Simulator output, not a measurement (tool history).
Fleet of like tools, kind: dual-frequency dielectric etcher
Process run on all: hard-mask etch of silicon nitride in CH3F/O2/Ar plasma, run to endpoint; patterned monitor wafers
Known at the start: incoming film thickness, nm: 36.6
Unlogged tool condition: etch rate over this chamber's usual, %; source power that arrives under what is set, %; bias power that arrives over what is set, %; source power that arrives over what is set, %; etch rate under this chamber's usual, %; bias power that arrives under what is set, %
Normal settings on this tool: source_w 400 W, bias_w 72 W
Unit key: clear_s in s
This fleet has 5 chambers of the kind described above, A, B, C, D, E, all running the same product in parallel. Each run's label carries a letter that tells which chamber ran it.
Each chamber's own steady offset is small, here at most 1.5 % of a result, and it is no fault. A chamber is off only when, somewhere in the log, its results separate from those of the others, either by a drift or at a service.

| run | hour | source_w | bias_w | hours since the last wet clean | hours since the last source power generator calibration | hours since the last bias power generator calibration | clear_s |
|---|---|---|---|---|---|---|---|
| 1C | 4.4 | 400 | 72 | 204.7 | 2528.6 | 2172.1 | 53.201 |
| 2E | 13.7 | 400 | 72 | 453.7 | 2894.2 | 1459.3 | 51.504 |
| 3A | 21.7 | 400 | 72 | 349.7 | 2402.9 | 1177.8 | 53.631 |
| 4B | 29.4 | 400 | 72 | 103.7 | 1326.8 | 1684.3 | 53.015 |
| 5D | 34.4 | 400 | 72 | 186.5 | 1126.8 | 1117.8 | 53.440 |
| 6B | 43.7 | 400 | 72 | 118.0 | 1341.1 | 1698.6 | 53.216 |
| 7E | 49.2 | 400 | 72 | 489.2 | 2929.7 | 1494.8 | 52.286 |
| 8D | 54.5 | 400 | 72 | 206.6 | 1146.9 | 1137.9 | 53.222 |
| 9A | 62.0 | 400 | 72 | 390.0 | 2443.2 | 1218.1 | 53.789 |
| 10C | 67.7 | 400 | 72 | 268.0 | 2591.9 | 2235.4 | 53.715 |
| 11C | 75.2 | 400 | 72 | 275.5 | 2599.4 | 2242.9 | 53.092 |
| 12B | 81.0 | 400 | 72 | 155.3 | 1378.4 | 1735.9 | 52.772 |
|  | 81.6 | chamber E: wet clean of the chamber |
| 13D | 87.6 | 400 | 72 | 239.7 | 1180.0 | 1171.0 | 54.064 |
| 14E | 93.7 | 400 | 72 | 12.2 | 2974.2 | 1539.3 | 52.334 |
| 15A | 99.7 | 400 | 72 | 427.7 | 2480.9 | 1255.8 | 54.380 |
|  | 101.4 | chamber A: wet clean of the chamber |
| 16E | 107.4 | 400 | 72 | 25.9 | 2987.9 | 1553.0 | 51.995 |
| 17C | 112.1 | 400 | 72 | 312.4 | 2636.3 | 2279.8 | 53.460 |
| 18D | 116.4 | 400 | 72 | 268.5 | 1208.8 | 1199.8 | 53.207 |
| 19A | 123.4 | 400 | 72 | 22.0 | 2504.6 | 1279.5 | 53.600 |
|  | 126.5 | chamber C: source power generator calibrated |
| 20B | 127.7 | 400 | 72 | 202.0 | 1425.1 | 1782.6 | 53.360 |
| 21D | 133.8 | 400 | 72 | 285.9 | 1226.2 | 1217.2 | 53.509 |
| 22B | 143.7 | 400 | 72 | 218.0 | 1441.1 | 1798.6 | 52.818 |
| 23A | 151.7 | 400 | 72 | 50.3 | 2532.9 | 1307.8 | 53.688 |
| 24C | 161.3 | 400 | 72 | 361.6 | 34.8 | 2329.0 | 54.751 |
| 25E | 167.2 | 400 | 72 | 85.7 | 3047.7 | 1612.8 | 52.950 |
| 26A | 174.1 | 400 | 72 | 72.7 | 2555.3 | 1330.2 | 54.030 |
| 27C | 182.2 | 400 | 72 | 382.5 | 55.7 | 2349.9 | 54.724 |
| 28B | 189.9 | 400 | 72 | 264.2 | 1487.3 | 1844.8 | 52.184 |
| 29D | 199.7 | 400 | 72 | 351.8 | 1292.1 | 1283.1 | 53.137 |
| 30E | 207.7 | 400 | 72 | 126.2 | 3088.2 | 1653.3 | 51.741 |
| 31E | 215.4 | 400 | 72 | 133.9 | 3095.9 | 1661.0 | 52.563 |
| 32B | 223.7 | 400 | 72 | 298.0 | 1521.1 | 1878.6 | 52.978 |

Predict what each chamber gives when all 5 of them run the settings below next.
| 33A | 230.8 | 400 | 72 |  |  |  | ? |
| 33B | 230.8 | 400 | 72 |  |  |  | ? |
| 33C | 230.8 | 400 | 72 |  |  |  | ? |
| 33D | 230.8 | 400 | 72 |  |  |  | ? |
| 33E | 230.8 | 400 | 72 |  |  |  | ? |

| run | clear_s |
|---|---|
| 33A | 53.383 |
| 33B | 52.697 |
| 33C | 55.401 |
| 33D | 53.885 |
| 33E | 52.483 |

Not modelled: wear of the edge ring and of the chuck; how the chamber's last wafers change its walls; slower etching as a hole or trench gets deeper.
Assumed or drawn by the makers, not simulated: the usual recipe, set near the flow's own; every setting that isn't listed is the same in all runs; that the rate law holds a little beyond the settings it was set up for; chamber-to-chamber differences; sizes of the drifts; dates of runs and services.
